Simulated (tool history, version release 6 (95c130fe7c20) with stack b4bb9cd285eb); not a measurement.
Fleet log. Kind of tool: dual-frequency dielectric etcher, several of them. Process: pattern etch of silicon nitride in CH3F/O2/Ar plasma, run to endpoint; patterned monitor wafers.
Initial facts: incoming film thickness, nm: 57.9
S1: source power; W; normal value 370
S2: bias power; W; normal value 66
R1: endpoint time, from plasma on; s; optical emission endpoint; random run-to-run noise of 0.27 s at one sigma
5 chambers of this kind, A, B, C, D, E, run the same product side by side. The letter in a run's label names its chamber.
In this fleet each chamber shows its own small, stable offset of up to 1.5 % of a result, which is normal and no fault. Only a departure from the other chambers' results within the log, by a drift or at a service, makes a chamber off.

Run 1E, hour 6.2: usual settings. Result: R1 88.655 s.
Run 2C, hour 19.4: usual settings. Result: R1 90.024 s.
At hour 22.7: chamber D: wet clean of the chamber.
Run 3D, hour 30.2: usual settings. Result: R1 88.611 s.
Run 4A, hour 41.5: usual settings. Result: R1 88.948 s.
Run 5B, hour 54.2: usual settings. Result: R1 89.047 s.
Run 6E, hour 64.5: usual settings. Result: R1 89.243 s.
Run 7C, hour 72: usual settings. Result: R1 90.027 s.
Run 8A, hour 78: usual settings. Result: R1 88.68 s.
Run 9D, hour 91.2: usual settings. Result: R1 89.065 s.
Run 10B, hour 97.3: usual settings. Result: R1 89.335 s.
Run 11B, hour 107.8: usual settings. Result: R1 88.847 s.
Run 12E, hour 120.2: usual settings. Result: R1 88.584 s.
Run 13A, hour 133.7: usual settings. Result: R1 88.89 s.
Run 14C, hour 140.5: usual settings. Result: R1 89.87 s.
Run 15D, hour 153.4: usual settings. Result: R1 88.575 s.
Run 16B, hour 160.5: usual settings. Result: R1 89.283 s.
Run 17C, hour 170.8: usual settings. Result: R1 90.068 s.
Run 18D, hour 178.2: usual settings but S1 280 W, S2 58 W. Result: R1 103 s.
Run 19A, hour 187.8: usual settings but S1 280 W, S2 58 W. Result: R1 103.51 s.
Run 20E, hour 198.9: usual settings but S1 280 W, S2 58 W. Result: R1 103.79 s.
Run 21E, hour 212.1: usual settings but S1 280 W, S2 58 W. Result: R1 103.36 s.
Run 22D, hour 219.8: usual settings but S1 280 W, S2 58 W. Result: R1 103.56 s.
Run 23B, hour 230.6: usual settings. Result: R1 89.199 s.
At hour 238.3: chamber B: wet clean of the chamber.
Run 24C, hour 243.7: usual settings. Result: R1 89.9 s.
Run 25A, hour 254: usual settings. Result: R1 88.734 s.
Run 26D, hour 262.8: usual settings. Result: R1 88.271 s.
At hour 269: chamber A: wet clean of the chamber.
Run 27B, hour 271.5: usual settings. Result: R1 86.144 s.
Run 28A, hour 280.7: usual settings. Result: R1 88.905 s.
Run 29E, hour 293.9: usual settings. Result: R1 88.868 s.
Run 30C, hour 304.1: usual settings. Result: R1 90.473 s.
Run 31A, hour 316.5: usual settings. Result: R1 88.83 s.
Run 32E, hour 326: usual settings but S2 53 W. Result: R1 95.602 s.
Run 33D, hour 332.7: usual settings but S2 53 W. Result: R1 95.572 s.
Run 34B, hour 340.4: usual settings but S2 53 W. Result: R1 91.545 s.
At hour 346.5: chamber E: wet clean of the chamber.
Run 35C, hour 346.9: usual settings but S2 53 W. Result: R1 97.057 s.
Run 36B, hour 356.7: usual settings but S2 53 W. Result: R1 92.269 s.
Run 37C, hour 370.2: usual settings. Result: R1 90.152 s.
At hour 374.6: chamber E: source power generator calibrated.
Run 38A, hour 380.6: usual settings. Result: R1 89.165 s.
Run 39E, hour 393: usual settings. Result: R1 89.152 s.

Which is it: a chamber that has drifted or been left off by a service, a gauge drift common to all chambers, or only each chamber's usual small offset? If a chamber is off, name it and its likeliest cause.

A service left chamber B off against the others.
What lies behind it: etch rate over this chamber's usual, % = 3.69.

Below are 4 candidate recipes for chamber B's next run, each the usual settings with a change, their results shown as question marks. Which of them brings B's results back in line with what the other chambers give on the usual settings?
In line means no further than this from the other chambers' mean on the usual settings: R1 0.95 s
Run 40B-1, hour 402.8: usual settings but S1 390 W, S2 69 W. Result: R1 ?.
Run 40B-2, hour 402.8: usual settings but S1 360 W, S2 64 W. Result: R1 ?.
Run 40B-3, hour 402.8: usual settings but S2 69 W. Result: R1 ?.
Run 40B-4, hour 402.8: usual settings but S2 59 W. Result: R1 ?.

Mean of the other chambers on the usual settings: R1 89.076 s
  run      R1
40B-1  82.845
40B-2  87.586
40B-3  84.507
40B-4  89.051
40B-4 puts the chamber back in line with the other chambers.
